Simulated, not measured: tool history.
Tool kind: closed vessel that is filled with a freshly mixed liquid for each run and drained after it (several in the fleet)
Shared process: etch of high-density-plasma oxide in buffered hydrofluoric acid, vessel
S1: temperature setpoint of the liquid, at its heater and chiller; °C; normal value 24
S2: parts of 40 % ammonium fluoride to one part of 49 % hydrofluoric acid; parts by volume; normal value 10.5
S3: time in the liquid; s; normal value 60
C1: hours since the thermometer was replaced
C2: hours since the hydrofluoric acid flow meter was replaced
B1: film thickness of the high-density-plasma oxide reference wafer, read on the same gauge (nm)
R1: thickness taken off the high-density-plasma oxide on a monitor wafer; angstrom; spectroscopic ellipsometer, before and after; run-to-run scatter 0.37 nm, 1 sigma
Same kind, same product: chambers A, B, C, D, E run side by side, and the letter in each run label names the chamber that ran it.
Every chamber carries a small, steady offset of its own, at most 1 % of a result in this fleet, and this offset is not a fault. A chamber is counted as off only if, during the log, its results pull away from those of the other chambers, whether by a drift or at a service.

Run 1A, hour 4.5: usual settings; C1 1460.6; C2 1416.2; B1 69.999. Result: R1 712.85 angstrom.
Run 2B, hour 8.7: usual settings; C1 842.5; C2 1107.0; B1 69.992. Result: R1 708.41 angstrom.
Run 3D, hour 14.3: usual settings; C1 516.6; C2 608.3; B1 70.006. Result: R1 714.08 angstrom.
Run 4C, hour 18.3: usual settings; C1 352.8; C2 438.9; B1 69.980. Result: R1 715.16 angstrom.
Run 5E, hour 23.5: usual settings but S2 13.5 parts by volume; C1 1205.9; C2 636.8; B1 69.987. Result: R1 561.49 angstrom.
Run 6E, hour 27.3: usual settings but S2 13.5 parts by volume; C1 1209.7; C2 640.6; B1 70.016. Result: R1 561.31 angstrom.
Run 7D, hour 30.9: usual settings but S2 13.5 parts by volume; C1 533.2; C2 624.9; B1 69.995. Result: R1 557.44 angstrom.
Run 8A, hour 36.6: usual settings but S2 13.5 parts by volume; C1 1492.7; C2 1448.3; B1 70.015. Result: R1 557.22 angstrom.
Run 9B, hour 41.5: usual settings but S2 13.5 parts by volume; C1 875.3; C2 1139.8; B1 69.944. Result: R1 555.54 angstrom.
Run 10C, hour 45.8: usual settings but S2 8.0 parts by volume, S3 75 s; C1 380.3; C2 466.4; B1 69.996. Result: R1 1130.80 angstrom.
Run 11B, hour 52.8: usual settings but S2 8.0 parts by volume, S3 75 s; C1 886.6; C2 1151.1; B1 69.992. Result: R1 1115.70 angstrom.
Run 12E, hour 56.2: usual settings but S2 8.0 parts by volume, S3 75 s; C1 1238.6; C2 669.5; B1 70.018. Result: R1 1133.40 angstrom.
Run 13C, hour 62.0: usual settings but S2 8.0 parts by volume, S3 75 s; C1 396.5; C2 482.6; B1 69.964. Result: R1 1145.90 angstrom.
Run 14A, hour 68.0: usual settings but S2 8.0 parts by volume, S3 75 s; C1 1524.1; C2 1479.7; B1 70.011. Result: R1 1136.90 angstrom.
Run 15D, hour 74.7: usual settings; C1 577.0; C2 668.7; B1 69.981. Result: R1 709.58 angstrom.
Run 16A, hour 78.2: usual settings; C1 1534.3; C2 1489.9; B1 70.000. Result: R1 704.46 angstrom.
Run 17D, hour 82.0: usual settings; C1 584.3; C2 676.0; B1 69.999. Result: R1 717.07 angstrom.
Run 18C, hour 85.9: usual settings; C1 420.4; C2 506.5; B1 70.003. Result: R1 713.07 angstrom.
Run 19B, hour 91.7: usual settings; C1 925.5; C2 1190.0; B1 70.011. Result: R1 707.46 angstrom.
Run 20E, hour 98.6: usual settings; C1 1281.0; C2 711.9; B1 69.962. Result: R1 718.61 angstrom.
At hour 99.5: chamber A: thermometer replaced.
Run 21E, hour 104.3: usual settings; C1 1286.7; C2 717.6; B1 69.963. Result: R1 719.11 angstrom.
Run 22D, hour 107.4: usual settings; C1 609.7; C2 701.4; B1 69.991. Result: R1 714.12 angstrom.
Run 23A, hour 110.6: usual settings; C1 11.2; C2 1522.3; B1 69.989. Result: R1 709.81 angstrom.
Run 24C, hour 114.9: usual settings; C1 449.4; C2 535.5; B1 70.006. Result: R1 709.07 angstrom.
Run 25B, hour 118.1: usual settings; C1 951.9; C2 1216.4; B1 69.958. Result: R1 703.63 angstrom.
Run 26E, hour 123.7: usual settings but S1 28 °C; C1 1306.1; C2 737.0; B1 69.985. Result: R1 891.77 angstrom.
Run 27B, hour 128.9: usual settings but S1 28 °C; C1 962.7; C2 1227.2; B1 70.037. Result: R1 875.65 angstrom.
Run 28C, hour 132.3: usual settings but S1 28 °C; C1 466.8; C2 552.9; B1 69.989. Result: R1 885.61 angstrom.
Run 29D, hour 135.9: usual settings but S1 28 °C; C1 638.2; C2 729.9; B1 69.987. Result: R1 887.88 angstrom.
Run 30A, hour 139.0: usual settings but S1 28 °C; C1 39.6; C2 1550.7; B1 69.972. Result: R1 888.57 angstrom.
Run 31D, hour 145.2: usual settings; C1 647.5; C2 739.2; B1 69.990. Result: R1 712.87 angstrom.

For the next run the whole fleet of 5 chambers uses the same settings. Give each chamber's results:
Run 32A, hour 150.3: usual settings. Result: R1 ?.
Run 32B, hour 150.3: usual settings. Result: R1 ?.
Run 32C, hour 150.3: usual settings. Result: R1 ?.
Run 32D, hour 150.3: usual settings. Result: R1 ?.
Run 32E, hour 150.3: usual settings. Result: R1 ?.

run      R1
32A  709.88
32B  706.88
32C  721.95
32D  718.51
32E  720.21
